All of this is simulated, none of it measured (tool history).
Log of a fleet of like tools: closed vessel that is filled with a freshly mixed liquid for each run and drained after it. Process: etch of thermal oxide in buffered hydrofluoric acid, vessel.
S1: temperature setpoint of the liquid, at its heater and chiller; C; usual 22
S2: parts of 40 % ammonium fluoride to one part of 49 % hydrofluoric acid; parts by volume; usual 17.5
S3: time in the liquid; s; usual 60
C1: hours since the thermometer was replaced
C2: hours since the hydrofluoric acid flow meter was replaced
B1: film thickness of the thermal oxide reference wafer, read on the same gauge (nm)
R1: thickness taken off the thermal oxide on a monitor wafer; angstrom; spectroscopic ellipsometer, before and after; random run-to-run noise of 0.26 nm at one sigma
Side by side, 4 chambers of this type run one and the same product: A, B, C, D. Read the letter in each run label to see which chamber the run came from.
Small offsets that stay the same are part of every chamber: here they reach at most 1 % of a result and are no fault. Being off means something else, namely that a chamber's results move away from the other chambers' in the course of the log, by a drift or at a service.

run   hour  S1    S2  S3      C1      C2      B1      R1
 1B    4.9  22  17.5  60   492.9   667.5  69.964     365
 2D     13  22  17.5  60  1475.5   205.1  69.988  357.27
 3C   18.9  22  17.5  60   168.9  1279.3  69.987  369.41
 4A   25.8  22  17.5  60   375.6   196.6  69.991  360.73
 5B   33.3  22  17.5  60   521.3   695.9  70.022  362.73
 6D   39.9  22  17.5  60  1502.4     232  69.998  362.26
 7A   47.9  22  17.5  60   397.7   218.7  69.952  363.29
 8C   55.4  22  17.5  60   205.4  1315.8  70.013  365.68
 9B   63.5  22  17.5  60   551.5   726.1  70.019  362.64
10C   70.5  22  17.5  60   220.5  1330.9  69.934  364.14
11D   74.4  22  17.5  60  1536.9   266.5  70.035  361.63
12A   79.1  22  17.5  60   428.9   249.9  69.971  362.26
13A   84.6  22  17.5  60   434.4   255.4  70.014  360.69
14D     91  22  17.5  60  1553.5   283.1  70.006  358.76
15B   95.4  22  17.5  60   583.4     758   70.02  363.28
16C   99.4  22  17.5  60   249.4  1359.8  70.038  367.21
17D  107.2  22  17.5  60  1569.7   299.3  69.998   358.5
18B  112.5  26  17.5  40   600.5   775.1  70.019  297.84
19C  120.1  26  17.5  40   270.1  1380.5  70.043  303.13
     123.8  -- chamber C: hydrofluoric acid flow meter replaced
20A  128.1  26  17.5  40   477.9   298.9  69.979  302.11
21C  135.7  26  17.5  40   285.7      12      70  303.09
22A  140.6  22  17.5  60   490.4   311.4  70.022  363.77
23D  145.8  22  17.5  60  1608.3   337.9  69.988  349.73
24B  153.4  22  17.5  60   641.4     816  70.007  364.03
25B  159.8  22  17.5  60   647.8   822.4  70.014  366.53
26A  167.1  22  17.5  60   516.9   337.9   69.97  359.98
27D  172.1  22  17.5  60  1634.6   364.2  70.004  351.03
28C  178.1  22  17.5  60   328.1    54.4   69.99   365.5
29A  184.9  22  17.5  60   534.7   355.7  70.006  362.22
30D    190  22  17.5  60  1652.5   382.1  70.059  344.44
31B  197.3  22  17.5  60   685.3   859.9   70.04  363.45
32C  205.4  22  17.5  60   355.4    81.7  69.921  362.69
33B  211.2  22  17.5  60   699.2   873.8  69.971  364.97
34C  216.2  22  17.5  60   366.2    92.5  69.977  363.23
35A  224.5  22  17.5  75   574.3   395.3  69.991   451.8
36D  230.8  22  17.5  75  1693.3   422.9  69.996  426.64
37C  235.5  22  17.5  75   385.5   111.8  70.029  459.29
38D  242.4  22  17.5  75  1704.9   434.5  70.021  422.76
39A    247  22  17.5  60   596.8   417.8  69.987  367.86
40B  251.5  22  17.5  60   739.5   914.1  69.973  363.76
41D  258.1  22  17.5  60  1720.6   450.2  70.018  336.18

What goes on in this fleet: one chamber off, a drifting gauge, or nothing beyond the chambers' own small offsets? Name the chamber and the cause, if any.

It is chamber D that slowly wanders off from its peers.
Likeliest cause: hydrofluoric acid flow below the setpoint (%) = 7.59.
The log might look much the same if the cause were instead: liquid colder than its thermometer reads (K).

Here are 4 candidates for chamber D's next run, each the usual settings with a change, their results left as question marks. Which one brings its results back in line with what the others give on the usual settings?
To be in line, a result may differ from the other chambers' mean on the usual settings by at most: R1 9.1 angstrom
42D-1  264.1    22    21  60               ?
42D-2  264.1  22.5    17  65               ?
42D-3  264.1  20.5  17.5  60               ?
42D-4  264.1    22  17.5  65               ?

Usual-settings mean across the other chambers: R1 364.14 angstrom
  run      R1
42D-1  290.87
42D-2  383.73
42D-3  307.91
42D-4  362.83
With 42D-4, the chamber falls back in line with the rest.
